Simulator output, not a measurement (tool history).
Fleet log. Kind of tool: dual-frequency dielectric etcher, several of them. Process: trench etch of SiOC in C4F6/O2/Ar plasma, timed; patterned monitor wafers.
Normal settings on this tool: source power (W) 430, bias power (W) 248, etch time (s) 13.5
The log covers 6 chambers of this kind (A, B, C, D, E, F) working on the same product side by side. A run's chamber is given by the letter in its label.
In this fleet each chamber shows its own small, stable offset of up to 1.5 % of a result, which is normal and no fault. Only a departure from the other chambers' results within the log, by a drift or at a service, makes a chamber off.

run,day,source power (W),bias power (W),etch time (s),"read-back reference wafer on the same gauge, depth_nm",mean etch depth across the wafer (angstrom)
# day 0.400: chamber B: wet clean of the chamber
1E,0.412,430,248,13.5,34.414,319.25
2C,0.708,430,248,13.5,34.421,321.07
# day 0.829: chamber C: wet clean of the chamber
3F,1.175,430,248,13.5,34.416,316.96
# day 1.567: chamber E: wet clean of the chamber
4A,1.658,430,248,13.5,34.406,318.61
5D,1.967,430,248,13.5,34.429,324.83
6B,2.200,430,248,13.5,34.428,323.12
7B,2.504,520,248,15.0,34.439,385.62
8F,2.871,520,248,15.0,34.453,379.42
9D,3.175,520,248,15.0,34.443,387.74
10E,3.608,520,248,15.0,34.450,382.34
11A,4.008,520,248,15.0,34.468,382.66
# day 4.338: chamber F: wet clean of the chamber
12C,4.421,520,248,15.0,34.468,384.82
13E,4.788,430,248,13.5,34.464,320.02
14A,5.242,340,206,13.5,34.482,274.67
15D,5.583,340,206,13.5,34.479,278.65
16F,5.867,340,206,13.5,34.485,272.45
17B,6.308,340,206,13.5,34.487,277.28
18C,6.558,340,206,13.5,34.505,274.62
19C,6.838,340,206,13.5,34.497,275.61
20B,7.104,430,248,13.5,34.497,322.91
21A,7.504,430,248,13.5,34.503,320.48
22D,7.933,430,248,13.5,34.508,325.56
23E,8.238,430,248,13.5,34.517,320.31
24F,8.608,430,248,13.5,34.515,318.48
25C,8.817,490,248,13.5,34.524,338.49
26B,9.162,490,248,13.5,34.547,340.20
27F,9.412,490,248,13.5,34.554,333.56
28D,9.775,490,248,13.5,34.556,341.16
# day 9.929: chamber D: source power generator calibrated
29A,9.996,490,248,13.5,34.537,337.15
30E,10.404,490,248,13.5,34.547,337.06
31A,10.667,430,248,13.5,34.564,320.60
32E,10.917,430,248,13.5,34.563,321.17
33D,11.238,430,248,13.5,34.550,325.26
# day 11.517: chamber A: wet clean of the chamber
34F,11.679,430,248,13.5,34.574,318.02
35C,11.933,430,248,13.5,34.574,322.83
36B,12.267,430,248,13.5,34.571,323.29
37D,12.621,430,248,13.5,34.593,326.34
38F,12.850,430,248,13.5,34.598,319.37
39B,13.212,430,248,13.5,34.589,323.86
40A,13.583,430,248,13.5,34.597,322.14
41E,13.942,430,248,13.5,34.619,321.71

For the next run the whole fleet of 6 chambers uses the same settings. Give each chamber's results:
42A,14.288,430,248,13.5,,?
42B,14.288,430,248,13.5,,?
42C,14.288,430,248,13.5,,?
42D,14.288,430,248,13.5,,?
42E,14.288,430,248,13.5,,?
42F,14.288,430,248,13.5,,?

run,mean etch depth across the wafer (angstrom)
42A,320.53
42B,325.10
42C,322.19
42D,326.41
42E,321.37
42F,318.10
